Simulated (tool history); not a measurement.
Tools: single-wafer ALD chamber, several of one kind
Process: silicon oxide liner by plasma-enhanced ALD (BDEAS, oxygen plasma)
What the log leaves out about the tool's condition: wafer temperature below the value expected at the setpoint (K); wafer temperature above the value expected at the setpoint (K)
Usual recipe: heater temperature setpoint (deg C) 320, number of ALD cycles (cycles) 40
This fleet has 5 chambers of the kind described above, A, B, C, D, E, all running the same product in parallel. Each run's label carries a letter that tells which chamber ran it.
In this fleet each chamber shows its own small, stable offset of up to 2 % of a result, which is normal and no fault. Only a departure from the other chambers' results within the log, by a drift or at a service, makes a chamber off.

run	hour	heater temperature setpoint (deg C)	number of ALD cycles (cycles)	hours since the last thermocouple change	read-back reference wafer on the same gauge, thickness_nm	mean film thickness on the monitor wafer (angstrom)
1E	3.8	320	40	380.4	3.6397	36.738
2C	12.7	320	40	1041.5	3.6398	36.036
3A	21.3	320	40	435.7	3.6429	35.598
4B	28.1	320	40	1303.4	3.6364	36.579
5D	36.1	320	40	1004.5	3.6418	36.697
6E	44.3	320	40	420.9	3.6418	36.828
7C	51.2	320	40	1080	3.6419	36.073
8B	58	320	40	1333.3	3.6368	36.492
9A	66.8	320	40	481.2	3.6457	35.829
10D	72.8	320	40	1041.2	3.6346	36.437
11E	80	320	40	456.6	3.6431	36.836
12A	84.4	320	40	498.8	3.6413	35.436
13B	88.9	314	34	1364.2	3.6446	31.247
14C	94	314	34	1122.8	3.6396	30.811
15D	100.5	314	34	1068.9	3.6411	31.456
16C	109.2	314	34	1138	3.6382	30.883
17A	116.8	314	34	531.2	3.6388	30.66
18B	123.6	320	40	1398.9	3.6418	36.155
19E	132.1	320	40	508.7	3.6377	36.718
20D	138.9	320	40	1107.3	3.6444	36.754
21A	147.4	327	40	561.8	3.6414	35.281
22B	152.6	327	40	1427.9	3.6377	35.847
23E	157.8	327	40	534.4	3.6402	36.303
24D	164.4	327	40	1132.8	3.6395	36.026
25C	173.1	327	40	1201.9	3.6399	35.575
26B	179.9	320	40	1455.2	3.6402	36.318
27C	184.1	320	40	1212.9	3.6382	36.099
# hour 187.6: chamber C: thermocouple changed; heater temperature recalibrated
28A	190.1	320	40	604.5	3.6427	35.616
29E	194.1	320	40	570.7	3.6366	36.509
30D	201	320	40	1169.4	3.6413	36.748
31A	208.1	320	40	622.5	3.6411	35.469
32C	215	320	40	27.5	3.6395	36.295
33D	223.4	320	40	1191.8	3.6411	36.407
34E	231.3	320	40	607.9	3.6374	36.608
35B	238.4	320	40	1513.7	3.6388	36.635
36D	243.6	333	34	1212	3.6433	30.502
37E	248.3	333	34	624.9	3.643	30.416

Predict what each chamber gives when all 5 of them run the settings below next.
38A	254.7	320	40			?
38B	254.7	320	40			?
38C	254.7	320	40			?
38D	254.7	320	40			?
38E	254.7	320	40			?

run	mean film thickness on the monitor wafer (angstrom)
38A	35.697
38B	36.136
38C	35.892
38D	36.667
38E	36.734

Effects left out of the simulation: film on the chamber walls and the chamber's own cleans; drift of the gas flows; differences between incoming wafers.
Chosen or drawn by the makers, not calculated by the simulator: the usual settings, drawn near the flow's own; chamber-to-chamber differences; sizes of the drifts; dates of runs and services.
